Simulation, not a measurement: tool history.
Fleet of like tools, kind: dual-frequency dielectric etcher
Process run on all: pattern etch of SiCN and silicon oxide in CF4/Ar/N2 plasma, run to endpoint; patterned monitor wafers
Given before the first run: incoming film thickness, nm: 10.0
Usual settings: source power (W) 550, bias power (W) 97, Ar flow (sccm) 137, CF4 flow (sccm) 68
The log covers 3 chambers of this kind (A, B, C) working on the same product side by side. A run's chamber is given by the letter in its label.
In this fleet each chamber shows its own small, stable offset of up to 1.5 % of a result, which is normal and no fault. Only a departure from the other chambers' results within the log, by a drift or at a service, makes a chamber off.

run,hour,source power (W),bias power (W),Ar flow (sccm),CF4 flow (sccm),hours since the last wet clean,hours since the last source power generator calibration,hours since the last bias power generator calibration,hours since the last Ar flow controller change,hours since the last CF4 flow controller change,endpoint time (s)
# hour 13.1: chamber B: wet clean of the chamber
1C,15.0,550,97,137,68,390.5,683.7,291.9,30.2,1767.6,9.3247
2B,22.2,550,97,137,68,9.1,2379.4,2499.8,3698.2,2103.4,9.1580
3A,31.8,550,97,137,68,330.9,413.1,289.2,521.7,2095.9,9.2756
4C,42.8,550,97,137,68,418.3,711.5,319.7,58.0,1795.4,9.3438
5A,54.8,550,97,137,68,353.9,436.1,312.2,544.7,2118.9,9.2813
6B,62.3,550,97,137,68,49.2,2419.5,2539.9,3738.3,2143.5,9.2241
7A,72.4,550,97,137,68,371.5,453.7,329.8,562.3,2136.5,9.3456
8C,79.7,670,97,137,83,455.2,748.4,356.6,94.9,1832.3,7.6325
9B,93.7,670,97,137,83,80.6,2450.9,2571.3,3769.7,2174.9,7.4987
# hour 97.4: chamber C: wet clean of the chamber
10A,107.7,670,97,137,83,406.8,489.0,365.1,597.6,2171.8,7.6124
11B,120.2,550,97,137,68,107.1,2477.4,2597.8,3796.2,2201.4,9.2642
12C,130.7,550,97,137,68,33.3,799.4,407.6,145.9,1883.3,9.3739
13C,142.2,550,112,137,68,44.8,810.9,419.1,157.4,1894.8,8.9433
14A,155.5,550,112,137,68,454.6,536.8,412.9,645.4,2219.6,8.8791
15B,164.3,550,112,137,68,151.2,2521.5,2641.9,3840.3,2245.5,8.7241
16A,172.9,550,97,137,62,472.0,554.2,430.3,662.8,2237.0,9.4373
17B,181.1,550,97,137,62,168.0,2538.3,2658.7,3857.1,2262.3,9.3503
18C,188.8,550,97,137,62,91.4,857.5,465.7,204.0,1941.4,9.5944
19A,201.8,550,110,137,68,500.9,583.1,459.2,691.7,2265.9,8.8970
20C,214.3,550,110,137,68,116.9,883.0,491.2,229.5,1966.9,9.1887
21B,224.1,550,110,137,68,211.0,2581.3,2701.7,3900.1,2305.3,8.8737
22C,235.1,550,97,137,68,137.7,903.8,512.0,250.3,1987.7,9.6560
23A,245.9,550,97,137,68,545.0,627.2,503.3,735.8,2310.0,9.3350
24B,257.4,550,97,137,68,244.3,2614.6,2735.0,3933.4,2338.6,9.1965
25B,269.0,550,97,137,68,255.9,2626.2,2746.6,3945.0,2350.2,9.2739
26C,277.7,550,97,137,68,180.3,946.4,554.6,292.9,2030.3,9.7677

Each of the 3 chambers runs these same settings next. Fill in every chamber's results:
27A,288.4,550,97,137,68,,,,,,?
27B,288.4,550,97,137,68,,,,,,?
27C,288.4,550,97,137,68,,,,,,?

run,endpoint time (s)
27A,9.3452
27B,9.2004
27C,9.7579
